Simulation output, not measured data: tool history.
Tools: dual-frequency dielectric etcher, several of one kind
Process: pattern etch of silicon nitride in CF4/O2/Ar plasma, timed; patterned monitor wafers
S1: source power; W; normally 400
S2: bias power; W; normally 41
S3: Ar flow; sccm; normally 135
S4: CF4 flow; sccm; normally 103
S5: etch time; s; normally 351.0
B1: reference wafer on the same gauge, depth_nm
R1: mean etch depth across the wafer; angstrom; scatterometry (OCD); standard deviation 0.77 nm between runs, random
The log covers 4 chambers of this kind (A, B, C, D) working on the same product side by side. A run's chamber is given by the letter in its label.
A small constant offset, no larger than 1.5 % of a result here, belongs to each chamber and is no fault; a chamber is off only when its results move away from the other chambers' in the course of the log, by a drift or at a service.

Run 1B, hour 4.3: usual settings; B1 417.93. Result: R1 4912.6 angstrom.
Run 2A, hour 8.0: usual settings; B1 417.86. Result: R1 4859.4 angstrom.
Run 3D, hour 15.9: usual settings; B1 417.67. Result: R1 4980.0 angstrom.
Run 4C, hour 23.1: usual settings; B1 417.64. Result: R1 4957.9 angstrom.
Run 5C, hour 29.6: usual settings; B1 417.62. Result: R1 4955.6 angstrom.
Run 6B, hour 34.3: usual settings; B1 417.61. Result: R1 4917.7 angstrom.
Run 7A, hour 38.3: usual settings; B1 417.53. Result: R1 4862.6 angstrom.
Run 8D, hour 45.0: usual settings; B1 417.50. Result: R1 4967.0 angstrom.
Run 9B, hour 50.1: usual settings; B1 417.43. Result: R1 4909.3 angstrom.
Run 10A, hour 54.7: usual settings; B1 417.41. Result: R1 4863.2 angstrom.
Run 11C, hour 61.5: usual settings; B1 417.16. Result: R1 4942.0 angstrom.
At hour 63.5: chamber A: wet clean of the chamber.
Run 12D, hour 67.4: usual settings; B1 417.20. Result: R1 4964.2 angstrom.
Run 13A, hour 73.8: usual settings; B1 417.20. Result: R1 4865.3 angstrom.
Run 14B, hour 81.9: usual settings but S3 119 sccm, S5 281.5 s; B1 417.08. Result: R1 4007.6 angstrom.
Run 15D, hour 87.7: usual settings but S3 119 sccm, S5 281.5 s; B1 416.83. Result: R1 4047.7 angstrom.
Run 16C, hour 92.3: usual settings but S3 119 sccm, S5 281.5 s; B1 416.95. Result: R1 4038.5 angstrom.
Run 17A, hour 97.9: usual settings but S3 119 sccm, S5 281.5 s; B1 416.80. Result: R1 3977.1 angstrom.
At hour 98.3: chamber C: wet clean of the chamber.
Run 18B, hour 103.4: usual settings; B1 416.59. Result: R1 4905.3 angstrom.
Run 19C, hour 111.4: usual settings; B1 416.65. Result: R1 4954.5 angstrom.
Run 20D, hour 116.4: usual settings; B1 416.61. Result: R1 4963.2 angstrom.
Run 21C, hour 121.4: usual settings; B1 416.45. Result: R1 4950.7 angstrom.
Run 22B, hour 125.6: usual settings; B1 416.47. Result: R1 4904.2 angstrom.
Run 23D, hour 130.3: usual settings but S1 330 W, S5 436.0 s; B1 416.26. Result: R1 5199.9 angstrom.
Run 24A, hour 135.7: usual settings but S1 330 W, S5 436.0 s; B1 416.31. Result: R1 5114.4 angstrom.
Run 25A, hour 141.4: usual settings but S1 330 W, S5 436.0 s; B1 416.25. Result: R1 5099.7 angstrom.
Run 26D, hour 149.6: usual settings but S1 330 W, S5 436.0 s; B1 416.05. Result: R1 5207.2 angstrom.
Run 27C, hour 157.3: usual settings but S1 350 W; B1 416.02. Result: R1 4415.1 angstrom.
Run 28B, hour 161.0: usual settings but S1 350 W; B1 416.01. Result: R1 4374.6 angstrom.
Run 29B, hour 165.5: usual settings but S1 350 W; B1 416.12. Result: R1 4358.1 angstrom.
Run 30A, hour 172.3: usual settings but S1 350 W; B1 415.87. Result: R1 4318.5 angstrom.
Run 31C, hour 178.3: usual settings; B1 415.82. Result: R1 4940.8 angstrom.
Run 32D, hour 186.2: usual settings; B1 415.53. Result: R1 4952.6 angstrom.
Run 33B, hour 190.4: usual settings; B1 415.57. Result: R1 4885.9 angstrom.
Run 34A, hour 196.8: usual settings; B1 415.63. Result: R1 4838.0 angstrom.
Run 35C, hour 204.7: usual settings; B1 415.48. Result: R1 4947.4 angstrom.
Run 36D, hour 213.0: usual settings; B1 415.44. Result: R1 4953.1 angstrom.

Decide between three cases: one chamber stands off from its peers, the gauge reading all wafers drifts, or nothing is wrong past each chamber's small offset. Where a chamber is off, say which and what most likely put it there.

The shared gauge is drifting. All chambers look as if they move in step, but none is off.
What lies behind it: gauge reads low (%) = 0.647.
